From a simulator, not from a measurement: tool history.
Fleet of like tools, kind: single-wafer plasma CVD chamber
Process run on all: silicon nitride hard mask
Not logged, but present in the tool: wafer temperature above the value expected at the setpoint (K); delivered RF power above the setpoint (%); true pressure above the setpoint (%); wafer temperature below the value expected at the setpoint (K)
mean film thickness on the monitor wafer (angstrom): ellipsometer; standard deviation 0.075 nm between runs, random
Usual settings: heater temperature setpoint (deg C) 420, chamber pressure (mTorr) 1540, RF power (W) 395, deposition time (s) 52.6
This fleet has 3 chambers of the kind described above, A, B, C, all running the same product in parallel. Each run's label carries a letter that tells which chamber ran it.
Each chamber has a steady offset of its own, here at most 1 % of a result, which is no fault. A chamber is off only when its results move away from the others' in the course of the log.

run	hour	heater temperature setpoint (deg C)	chamber pressure (mTorr)	RF power (W)	deposition time (s)	hours since the last thermocouple change	hours since the last RF generator calibration	hours since the last manometer calibration	read-back reference wafer on the same gauge, thickness_nm	mean film thickness on the monitor wafer (angstrom)
1B	11.0	420	1540	395	52.6	1004.6	209.4	541.8	75.691	704.06
2C	20.1	420	1540	395	52.6	208.4	604.5	376.9	75.674	700.03
3A	29.4	420	1540	395	52.6	119.4	1433.5	2055.7	75.630	706.79
4A	37.9	420	1540	395	52.6	127.9	1442.0	2064.2	75.644	705.24
5B	44.1	420	1540	395	52.6	1037.7	242.5	574.9	75.643	704.59
6C	52.8	420	1540	395	52.6	241.1	637.2	409.6	75.638	700.32
7B	58.4	420	1540	395	52.6	1052.0	256.8	589.2	75.645	703.43
8A	66.1	420	1540	395	52.6	156.1	1470.2	2092.4	75.616	704.97
9C	74.4	420	1540	395	52.6	262.7	658.8	431.2	75.603	698.64
10C	81.2	420	1350	395	52.6	269.5	665.6	438.0	75.580	673.17
11A	92.4	420	1350	395	52.6	182.4	1496.5	2118.7	75.574	678.40
12B	98.4	420	1350	395	52.6	1092.0	296.8	629.2	75.572	675.25
13C	107.6	412	1330	395	52.6	295.9	692.0	464.4	75.537	671.85
14A	112.8	412	1330	395	52.6	202.8	1516.9	2139.1	75.542	677.66
15B	118.2	412	1330	395	52.6	1111.8	316.6	649.0	75.538	677.29
16B	123.6	420	1540	395	52.6	1117.2	322.0	654.4	75.549	702.65
# hour 127.5: chamber A: capacitance manometer re-zeroed and calibrated
17C	131.4	420	1540	395	52.6	319.7	715.8	488.2	75.519	698.69
18A	140.5	420	1540	395	52.6	230.5	1544.6	13.1	75.511	706.49
19B	146.9	429	1540	395	59.1	1140.5	345.3	677.7	75.506	786.95
20C	154.1	429	1540	395	59.1	342.4	738.5	510.9	75.481	781.25
21A	165.4	429	1540	395	59.1	255.4	1569.5	38.0	75.479	788.68
22B	171.0	420	1540	395	52.6	1164.6	369.4	701.8	75.461	702.59
23A	178.5	420	1540	395	52.6	268.5	1582.6	51.1	75.477	705.50
24C	186.9	420	1540	395	52.6	375.2	771.3	543.7	75.461	698.71
25B	194.3	420	1540	395	52.6	1187.9	392.7	725.1	75.442	702.57
26C	203.5	420	1540	395	43.3	391.8	787.9	560.3	75.427	574.24
27A	209.3	420	1540	395	43.3	299.3	1613.4	81.9	75.453	579.37
28C	215.6	420	1540	395	43.3	403.9	800.0	572.4	75.414	574.97
29A	224.0	420	1540	395	52.6	314.0	1628.1	96.6	75.398	704.93
30B	229.9	420	1540	395	52.6	1223.5	428.3	760.7	75.423	700.53
31B	234.9	420	1540	395	52.6	1228.5	433.3	765.7	75.380	702.45
32A	243.1	420	1540	395	52.6	333.1	1647.2	115.7	75.374	703.46

The same settings go to every chamber for the next run, one line per chamber below. Forecast the results for each:
33A	251.2	420	1540	395	52.6					?
33B	251.2	420	1540	395	52.6					?
33C	251.2	420	1540	395	52.6					?

run	mean film thickness on the monitor wafer (angstrom)
33A	704.53
33B	701.43
33C	697.96
